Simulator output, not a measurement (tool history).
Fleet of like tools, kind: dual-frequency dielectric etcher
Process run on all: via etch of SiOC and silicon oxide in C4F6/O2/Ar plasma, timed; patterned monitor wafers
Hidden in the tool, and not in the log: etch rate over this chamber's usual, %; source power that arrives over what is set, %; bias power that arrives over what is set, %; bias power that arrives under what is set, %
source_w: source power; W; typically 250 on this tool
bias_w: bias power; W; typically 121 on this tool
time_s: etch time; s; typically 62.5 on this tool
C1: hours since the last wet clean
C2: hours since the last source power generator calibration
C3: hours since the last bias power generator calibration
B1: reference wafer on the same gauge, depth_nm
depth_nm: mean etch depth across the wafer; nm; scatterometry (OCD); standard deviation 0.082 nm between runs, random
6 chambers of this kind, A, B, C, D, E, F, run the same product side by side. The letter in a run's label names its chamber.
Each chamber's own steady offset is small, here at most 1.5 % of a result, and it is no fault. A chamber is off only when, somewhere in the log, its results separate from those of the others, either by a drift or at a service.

Run 1F, hour 2.8: usual settings; C1 159.3; C2 3369.3; C3 1485.7; B1 46.788. Result: depth_nm 51.757 nm.
Run 2A, hour 8.2: usual settings; C1 161.8; C2 1285.2; C3 1738.1; B1 46.778. Result: depth_nm 52.241 nm.
Run 3D, hour 13.4: usual settings; C1 362.9; C2 1217.0; C3 2802.6; B1 46.789. Result: depth_nm 51.584 nm.
Run 4B, hour 18.3: usual settings; C1 356.1; C2 2212.9; C3 951.8; B1 46.746. Result: depth_nm 51.165 nm.
Run 5E, hour 21.9: usual settings; C1 232.4; C2 1752.7; C3 1172.7; B1 46.757. Result: depth_nm 52.355 nm.
Run 6C, hour 26.1: usual settings; C1 420.5; C2 532.6; C3 1338.0; B1 46.747. Result: depth_nm 52.266 nm.
Run 7D, hour 30.8: usual settings; C1 380.3; C2 1234.4; C3 2820.0; B1 46.740. Result: depth_nm 51.696 nm.
Run 8C, hour 33.7: usual settings; C1 428.1; C2 540.2; C3 1345.6; B1 46.737. Result: depth_nm 52.246 nm.
Run 9A, hour 39.4: usual settings; C1 193.0; C2 1316.4; C3 1769.3; B1 46.734. Result: depth_nm 51.973 nm.
Run 10E, hour 43.6: usual settings; C1 254.1; C2 1774.4; C3 1194.4; B1 46.718. Result: depth_nm 52.333 nm.
Run 11F, hour 48.4: usual settings; C1 204.9; C2 3414.9; C3 1531.3; B1 46.714. Result: depth_nm 51.811 nm.
Run 12B, hour 53.1: usual settings but source_w 300 W, bias_w 132 W; C1 390.9; C2 2247.7; C3 986.6; B1 46.696. Result: depth_nm 56.426 nm.
Run 13E, hour 57.7: usual settings but source_w 300 W, bias_w 132 W; C1 268.2; C2 1788.5; C3 1208.5; B1 46.704. Result: depth_nm 57.603 nm.
Run 14C, hour 63.3: usual settings but source_w 300 W, bias_w 132 W; C1 457.7; C2 569.8; C3 1375.2; B1 46.702. Result: depth_nm 57.495 nm.
At hour 65.9: chamber F: source power generator calibrated.
Run 15B, hour 66.0: usual settings but source_w 300 W, bias_w 132 W; C1 403.8; C2 2260.6; C3 999.5; B1 46.695. Result: depth_nm 56.380 nm.
Run 16D, hour 70.9: usual settings but source_w 300 W, bias_w 132 W; C1 420.4; C2 1274.5; C3 2860.1; B1 46.687. Result: depth_nm 56.942 nm.
Run 17A, hour 76.0: usual settings but source_w 300 W, bias_w 132 W; C1 229.6; C2 1353.0; C3 1805.9; B1 46.659. Result: depth_nm 57.105 nm.
Run 18F, hour 79.8: usual settings; C1 236.3; C2 14.0; C3 1562.7; B1 46.661. Result: depth_nm 51.889 nm.
Run 19C, hour 85.4: usual settings; C1 479.8; C2 591.9; C3 1397.3; B1 46.623. Result: depth_nm 52.165 nm.
Run 20B, hour 87.9: usual settings; C1 425.7; C2 2282.5; C3 1021.4; B1 46.654. Result: depth_nm 50.915 nm.
Run 21F, hour 92.9: usual settings; C1 249.4; C2 27.1; C3 1575.8; B1 46.618. Result: depth_nm 51.653 nm.
Run 22A, hour 95.9: usual settings; C1 249.5; C2 1372.9; C3 1825.8; B1 46.632. Result: depth_nm 51.871 nm.
Run 23E, hour 100.4: usual settings but bias_w 105 W; C1 310.9; C2 1831.2; C3 1251.2; B1 46.622. Result: depth_nm 49.875 nm.
Run 24D, hour 104.4: usual settings but bias_w 105 W; C1 453.9; C2 1308.0; C3 2893.6; B1 46.626. Result: depth_nm 49.313 nm.
Run 25F, hour 109.1: usual settings but bias_w 105 W; C1 265.6; C2 43.3; C3 1592.0; B1 46.614. Result: depth_nm 49.294 nm.
At hour 112.5: chamber B: wet clean of the chamber.
Run 26B, hour 114.2: usual settings but bias_w 105 W; C1 1.7; C2 2308.8; C3 1047.7; B1 46.607. Result: depth_nm 48.987 nm.
Run 27C, hour 119.0: usual settings but bias_w 105 W; C1 513.4; C2 625.5; C3 1430.9; B1 46.591. Result: depth_nm 49.813 nm.
Run 28E, hour 122.0: usual settings but bias_w 105 W; C1 332.5; C2 1852.8; C3 1272.8; B1 46.592. Result: depth_nm 49.698 nm.
Run 29A, hour 126.7: usual settings; C1 280.3; C2 1403.7; C3 1856.6; B1 46.580. Result: depth_nm 51.761 nm.
At hour 127.1: chamber F: bias power generator calibrated.
Run 30D, hour 131.1: usual settings; C1 480.6; C2 1334.7; C3 2920.3; B1 46.583. Result: depth_nm 51.348 nm.
Run 31A, hour 135.2: usual settings; C1 288.8; C2 1412.2; C3 1865.1; B1 46.595. Result: depth_nm 51.813 nm.
Run 32C, hour 140.8: usual settings; C1 535.2; C2 647.3; C3 1452.7; B1 46.544. Result: depth_nm 52.151 nm.
Run 33E, hour 144.4: usual settings; C1 354.9; C2 1875.2; C3 1295.2; B1 46.547. Result: depth_nm 52.042 nm.
At hour 147.1: chamber D: wet clean of the chamber.
Run 34B, hour 148.2: usual settings; C1 35.7; C2 2342.8; C3 1081.7; B1 46.534. Result: depth_nm 50.929 nm.
Run 35F, hour 153.1: usual settings but bias_w 105 W, time_s 78.5 s; C1 309.6; C2 87.3; C3 26.0; B1 46.551. Result: depth_nm 61.966 nm.
Run 36D, hour 155.7: usual settings but bias_w 105 W, time_s 78.5 s; C1 8.7; C2 1359.3; C3 2944.9; B1 46.534. Result: depth_nm 61.693 nm.
Run 37C, hour 159.7: usual settings but bias_w 105 W, time_s 78.5 s; C1 554.1; C2 666.2; C3 1471.6; B1 46.538. Result: depth_nm 62.561 nm.
Run 38D, hour 163.9: usual settings but bias_w 105 W, time_s 78.5 s; C1 16.9; C2 1367.5; C3 2953.1; B1 46.516. Result: depth_nm 61.629 nm.
Run 39F, hour 168.0: usual settings but bias_w 105 W, time_s 78.5 s; C1 324.5; C2 102.2; C3 40.9; B1 46.496. Result: depth_nm 61.930 nm.
Run 40A, hour 173.3: usual settings but bias_w 105 W, time_s 78.5 s; C1 326.9; C2 1450.3; C3 1903.2; B1 46.491. Result: depth_nm 62.270 nm.

The same settings go to every chamber for the next run, one line per chamber below. Forecast the results for each:
Run 41A, hour 177.3: usual settings. Result: depth_nm ?.
Run 41B, hour 177.3: usual settings. Result: depth_nm ?.
Run 41C, hour 177.3: usual settings. Result: depth_nm ?.
Run 41D, hour 177.3: usual settings. Result: depth_nm ?.
Run 41E, hour 177.3: usual settings. Result: depth_nm ?.
Run 41F, hour 177.3: usual settings. Result: depth_nm ?.

run  depth_nm
41A    51.811
41B    51.003
41C    51.930
41D    51.276
41E    51.976
41F    51.526
